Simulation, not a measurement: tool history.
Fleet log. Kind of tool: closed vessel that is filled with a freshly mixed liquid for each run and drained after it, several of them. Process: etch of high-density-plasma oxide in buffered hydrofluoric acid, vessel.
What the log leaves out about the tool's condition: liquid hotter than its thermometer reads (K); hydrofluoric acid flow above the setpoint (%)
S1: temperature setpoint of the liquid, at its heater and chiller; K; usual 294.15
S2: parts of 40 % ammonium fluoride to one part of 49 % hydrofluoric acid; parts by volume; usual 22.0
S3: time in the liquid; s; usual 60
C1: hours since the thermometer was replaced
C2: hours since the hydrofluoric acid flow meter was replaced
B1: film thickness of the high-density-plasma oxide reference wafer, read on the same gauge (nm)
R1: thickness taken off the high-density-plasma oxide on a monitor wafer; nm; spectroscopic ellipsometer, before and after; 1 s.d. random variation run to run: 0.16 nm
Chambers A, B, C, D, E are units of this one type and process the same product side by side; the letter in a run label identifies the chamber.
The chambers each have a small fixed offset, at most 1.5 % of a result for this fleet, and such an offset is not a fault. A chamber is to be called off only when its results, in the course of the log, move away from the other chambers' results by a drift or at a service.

run,day,S1,S2,S3,C1,C2,B1,R1
1B,0.112,294.15,22.0,60,1003.8,194.3,139.97,40.440
2C,0.229,294.15,22.0,60,430.9,413.3,140.00,40.627
3A,0.450,294.15,22.0,60,261.7,508.9,140.03,40.424
# day 0.554: chamber E: thermometer replaced
4D,0.658,294.15,22.0,60,2541.2,1474.0,140.01,41.291
5E,0.850,294.15,22.0,60,7.2,509.2,140.02,40.618
6A,1.050,294.15,22.0,60,276.1,523.3,139.99,40.495
7D,1.196,294.15,22.0,60,2554.1,1486.9,140.01,41.276
8C,1.312,294.15,22.0,60,456.9,439.3,140.00,40.931
9E,1.562,294.15,22.0,60,24.3,526.3,139.97,40.622
10B,1.688,294.15,22.0,60,1041.6,232.1,139.98,40.618
11B,1.908,294.15,22.0,60,1046.9,237.4,139.99,40.764
12D,2.129,298.65,22.0,45,2576.5,1509.3,139.99,39.627
13E,2.329,298.65,22.0,45,42.7,544.7,139.98,38.940
14C,2.458,298.65,22.0,45,484.4,466.8,140.01,39.424
15A,2.583,298.65,22.0,45,312.9,560.1,140.03,38.638
16B,2.758,298.65,22.0,45,1067.3,257.8,139.99,39.598
17A,2.888,294.15,22.0,60,320.2,567.4,140.02,40.367
18C,3.138,294.15,22.0,60,500.7,483.1,140.02,40.784
19E,3.388,294.15,22.0,60,68.1,570.1,139.99,40.517
20D,3.538,294.15,22.0,60,2610.3,1543.1,140.01,41.143
21B,3.792,294.15,22.0,60,1092.1,282.6,140.01,41.482
22A,4.033,294.15,22.0,60,347.7,594.9,140.00,40.175
23E,4.279,294.15,22.0,60,89.5,591.5,140.01,40.633
24D,4.512,294.15,26.5,60,2633.7,1566.5,140.00,36.292
25C,4.717,294.15,26.5,60,538.6,521.0,140.01,35.938
26A,4.933,294.15,26.5,60,369.3,616.5,140.00,35.342
27E,5.050,294.15,26.5,60,108.0,610.0,140.00,35.784
28C,5.300,294.15,26.5,60,552.6,535.0,140.00,36.151
29D,5.417,294.15,22.0,60,2655.4,1588.2,140.01,41.294
30B,5.529,294.15,22.0,60,1133.8,324.3,139.99,41.829
31A,5.675,294.15,22.0,60,387.1,634.3,140.02,40.776
32E,5.888,294.15,22.0,60,128.1,630.1,140.02,40.331
33B,6.000,294.15,22.0,60,1145.1,335.6,139.97,41.714
34C,6.238,294.15,22.0,60,575.1,557.5,140.00,40.621
35D,6.354,294.15,22.0,60,2677.9,1610.7,140.02,41.355
36B,6.492,294.15,26.0,75,1156.9,347.4,140.01,46.398
37E,6.704,294.15,26.0,75,147.7,649.7,140.00,45.346
38A,6.925,294.15,26.0,75,417.1,664.3,140.01,44.775
39D,7.088,294.15,26.0,75,2695.5,1628.3,140.00,45.769
40C,7.204,294.15,26.0,75,598.3,580.7,139.98,45.405
41A,7.354,294.15,22.0,60,427.4,674.6,140.02,40.528
42C,7.571,294.15,22.0,60,607.1,589.5,140.01,40.630
43D,7.821,291.65,16.0,60,2713.1,1645.9,140.03,47.322

All 5 chambers run these settings next. Forecast each chamber's results:
44A,8.008,294.15,22.0,60,,,,?
44B,8.008,294.15,22.0,60,,,,?
44C,8.008,294.15,22.0,60,,,,?
44D,8.008,294.15,22.0,60,,,,?
44E,8.008,294.15,22.0,60,,,,?

run,R1
44A,40.531
44B,42.490
44C,41.179
44D,41.340
44E,40.927
